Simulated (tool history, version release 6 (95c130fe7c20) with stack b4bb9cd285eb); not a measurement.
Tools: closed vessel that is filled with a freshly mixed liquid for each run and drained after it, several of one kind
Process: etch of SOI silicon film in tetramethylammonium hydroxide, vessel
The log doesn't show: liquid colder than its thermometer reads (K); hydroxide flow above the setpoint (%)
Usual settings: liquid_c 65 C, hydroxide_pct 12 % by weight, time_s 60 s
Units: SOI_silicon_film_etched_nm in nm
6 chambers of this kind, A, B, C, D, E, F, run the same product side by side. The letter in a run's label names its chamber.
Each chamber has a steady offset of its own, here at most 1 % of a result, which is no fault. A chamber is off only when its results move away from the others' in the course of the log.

run	hour	liquid_c	hydroxide_pct	time_s	hours since the thermometer was replaced	hours since the hydroxide flow meter was replaced	read-back film thickness of the SOI silicon film reference wafer, read on the same gauge (nm)	SOI_silicon_film_etched_nm
1D	6.6	65	12	60	403.4	335.6	150.03	314.43
2B	13.0	65	12	60	439.6	751.0	150.04	316.02
# hour 16.4: chamber B: thermometer replaced
3C	20.1	65	12	60	124.5	86.4	150.02	315.36
4F	24.6	65	12	60	2066.2	512.7	150.01	315.64
5E	33.7	65	12	60	835.7	1084.6	150.00	312.34
6A	41.6	59	12	60	1745.1	1190.5	149.96	215.05
# hour 45.7: chamber B: hydroxide flow meter replaced
7F	49.9	59	12	60	2091.5	538.0	150.00	216.60
8B	57.6	59	12	60	41.2	11.9	150.00	212.57
9A	65.4	59	12	60	1768.9	1214.3	149.98	212.43
10D	70.9	59	12	60	467.7	399.9	150.02	215.81
11C	77.5	59	12	60	181.9	143.8	149.94	214.09
12E	81.7	65	12	60	883.7	1132.6	150.02	309.76
13B	89.2	65	12	60	72.8	43.5	150.00	311.43
14F	96.6	65	12	60	2138.2	584.7	149.99	314.00
15C	105.5	71	12	45	209.9	171.8	149.98	334.41
16D	112.9	71	12	45	509.7	441.9	149.98	325.51
17A	119.8	71	12	45	1823.3	1268.7	149.94	335.48
18E	128.9	71	12	45	930.9	1179.8	149.97	327.84
19E	137.6	71	12	45	939.6	1188.5	150.04	334.36
20F	144.0	71	12	45	2185.6	632.1	149.94	331.12
21C	149.8	65	12	60	254.2	216.1	149.97	317.42
# hour 150.3: chamber A: thermometer replaced
22B	156.6	65	12	60	140.2	110.9	150.01	314.31
23D	161.0	65	12	60	557.8	490.0	150.02	308.25
24A	165.7	65	12	60	15.4	1314.6	149.99	311.78
25C	171.8	62	12	75	276.2	238.1	149.94	326.10
26D	178.2	62	12	75	575.0	507.2	150.02	324.32
27A	183.8	62	12	75	33.5	1332.7	150.04	324.06
28E	189.9	62	12	75	991.9	1240.8	150.00	324.04
29F	198.6	62	12	75	2240.2	686.7	149.99	329.51
30B	203.4	62	12	75	187.0	157.7	150.03	327.08
# hour 210.1: chamber A: hydroxide flow meter replaced
31A	211.0	65	12	40	60.7	1.0	150.01	211.42
32F	218.0	65	12	40	2259.6	706.1	149.95	208.70
33D	225.8	65	12	40	622.6	554.8	149.99	207.74
34C	229.9	65	12	40	334.3	296.2	150.03	206.22
35E	237.3	65	12	40	1039.3	1288.2	149.99	205.87
36B	244.6	65	12	40	228.2	198.9	149.98	208.86
37B	252.9	65	12	60	236.5	207.2	150.00	312.15
38F	260.3	65	12	60	2301.9	748.4	150.01	310.44
39C	266.6	65	12	50	371.0	332.9	150.05	258.97
40E	272.6	65	12	50	1074.6	1323.5	150.00	258.46

What goes on in this fleet: one chamber off, a drifting gauge, or nothing beyond the chambers' own small offsets? Name the chamber and the cause, if any.

No chamber stands off beyond its own small offset, and the gauge holds steady.

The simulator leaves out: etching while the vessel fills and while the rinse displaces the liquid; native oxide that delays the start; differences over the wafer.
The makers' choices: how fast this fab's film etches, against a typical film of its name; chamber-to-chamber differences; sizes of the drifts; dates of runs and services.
